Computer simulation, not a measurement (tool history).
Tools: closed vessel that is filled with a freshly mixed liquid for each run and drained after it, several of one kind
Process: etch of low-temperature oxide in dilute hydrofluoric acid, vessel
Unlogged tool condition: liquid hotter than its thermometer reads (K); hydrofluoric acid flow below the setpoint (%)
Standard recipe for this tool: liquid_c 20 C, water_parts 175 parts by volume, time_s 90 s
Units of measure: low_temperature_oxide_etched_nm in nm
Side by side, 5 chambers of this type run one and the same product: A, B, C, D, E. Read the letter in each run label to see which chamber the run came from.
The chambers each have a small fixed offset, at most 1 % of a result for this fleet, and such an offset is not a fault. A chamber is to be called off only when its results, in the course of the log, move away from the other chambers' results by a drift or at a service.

| run | day | liquid_c | water_parts | time_s | hours since the thermometer was replaced | hours since the hydrofluoric acid flow meter was replaced | read-back film thickness of the low-temperature oxide reference wafer, read on the same gauge (nm) | low_temperature_oxide_etched_nm |
|---|---|---|---|---|---|---|---|---|
| 1B | 0.3 | 20 | 175 | 90 | 1200.4 | 761.4 | 59.987 | 13.632 |
| 2D | 0.608 | 20 | 175 | 90 | 182.8 | 461.5 | 60.025 | 13.502 |
| 3E | 0.892 | 20 | 175 | 90 | 664.5 | 369.7 | 60.031 | 13.713 |
| 4C | 1.104 | 20 | 175 | 90 | 369.5 | 256.2 | 60.021 | 13.738 |
| 5A | 1.358 | 20 | 175 | 90 | 688.5 | 139.4 | 59.965 | 13.467 |
| 6B | 1.646 | 20 | 175 | 90 | 1232.7 | 793.7 | 60.037 | 13.651 |
| 7A | 2.029 | 17 | 175 | 140 | 704.6 | 155.5 | 59.977 | 18.693 |
| 8E | 2.379 | 17 | 175 | 140 | 700.2 | 405.4 | 60.033 | 18.657 |
| 9C | 2.746 | 17 | 175 | 140 | 408.9 | 295.6 | 59.984 | 18.707 |
| 10D | 3.029 | 17 | 175 | 140 | 240.9 | 519.6 | 60.038 | 18.966 |
| 11D | 3.258 | 17 | 175 | 140 | 246.4 | 525.1 | 60.026 | 18.911 |
| 12A | 3.483 | 20 | 175 | 90 | 739.5 | 190.4 | 59.981 | 13.667 |
| 13B | 3.675 | 20 | 175 | 90 | 1281.4 | 842.4 | 59.998 | 13.502 |
| 14C | 3.979 | 20 | 175 | 90 | 438.5 | 325.2 | 60.003 | 13.664 |
| 15E | 4.358 | 20 | 175 | 90 | 747.7 | 452.9 | 59.941 | 13.644 |
| 16C | 4.717 | 20 | 175 | 90 | 456.2 | 342.9 | 59.93 | 13.649 |
| 17A | 5.088 | 20 | 175 | 90 | 778 | 228.9 | 60.029 | 13.602 |
| 18B | 5.3 | 20 | 175 | 90 | 1320.4 | 881.4 | 59.978 | 13.68 |
| 19E | 5.533 | 20 | 175 | 90 | 775.9 | 481.1 | 60.01 | 13.462 |
| 20D | 5.883 | 20 | 175 | 90 | 309.4 | 588.1 | 59.995 | 13.774 |
| 21E | 6.217 | 20 | 175 | 90 | 792.3 | 497.5 | 59.98 | 13.545 |
| 22D | 6.5 | 20 | 175 | 90 | 324.2 | 602.9 | 59.985 | 13.912 |
| 23B | 6.788 | 20 | 175 | 90 | 1356.1 | 917.1 | 59.973 | 13.566 |
| 24A | 7.088 | 20 | 175 | 90 | 826 | 276.9 | 60.032 | 13.528 |
| 25C | 7.304 | 20 | 100 | 90 | 518.3 | 405 | 60.016 | 25.708 |
| 26D | 7.65 | 20 | 100 | 90 | 351.8 | 630.5 | 60.003 | 26.817 |
| 27E | 7.904 | 20 | 100 | 90 | 832.8 | 538 | 59.951 | 26.083 |
| 28A | 8.225 | 20 | 100 | 90 | 853.3 | 304.2 | 59.947 | 26.016 |
| 29C | 8.525 | 20 | 100 | 90 | 547.6 | 434.3 | 60.053 | 25.4 |
| 30B | 8.871 | 20 | 175 | 90 | 1406.1 | 967.1 | 59.974 | 13.593 |
| 31D | 9.108 | 20 | 175 | 90 | 386.8 | 665.5 | 59.989 | 14.306 |
| 32A | 9.358 | 20 | 175 | 90 | 880.5 | 331.4 | 59.97 | 13.601 |
| 33E | 9.638 | 20 | 175 | 90 | 874.4 | 579.6 | 59.978 | 13.438 |
| 34B | 9.825 | 20 | 175 | 90 | 1429 | 990 | 59.92 | 13.659 |
| 35C | 10.175 | 20 | 175 | 90 | 587.2 | 473.9 | 59.956 | 13.676 |
| 36C | 10.529 | 20 | 175 | 90 | 595.7 | 482.4 | 59.995 | 13.76 |
| 37B | 10.817 | 20 | 175 | 90 | 1452.8 | 1013.8 | 60.021 | 13.56 |
| 38A | 11.017 | 20 | 175 | 90 | 920.3 | 371.2 | 60.014 | 13.678 |
| 39D | 11.333 | 20 | 175 | 90 | 440.2 | 718.9 | 60.035 | 14.449 |
| 40E | 11.588 | 20 | 175 | 90 | 921.2 | 626.4 | 59.956 | 13.417 |

All 5 chambers run these settings next. Forecast each chamber's results:
| 41A | 11.871 | 25 | 175 | 90 |  |  |  | ? |
| 41B | 11.871 | 25 | 175 | 90 |  |  |  | ? |
| 41C | 11.871 | 25 | 175 | 90 |  |  |  | ? |
| 41D | 11.871 | 25 | 175 | 90 |  |  |  | ? |
| 41E | 11.871 | 25 | 175 | 90 |  |  |  | ? |

| run | low_temperature_oxide_etched_nm |
|---|---|
| 41A | 16.593 |
| 41B | 16.57 |
| 41C | 16.538 |
| 41D | 17.638 |
| 41E | 16.438 |

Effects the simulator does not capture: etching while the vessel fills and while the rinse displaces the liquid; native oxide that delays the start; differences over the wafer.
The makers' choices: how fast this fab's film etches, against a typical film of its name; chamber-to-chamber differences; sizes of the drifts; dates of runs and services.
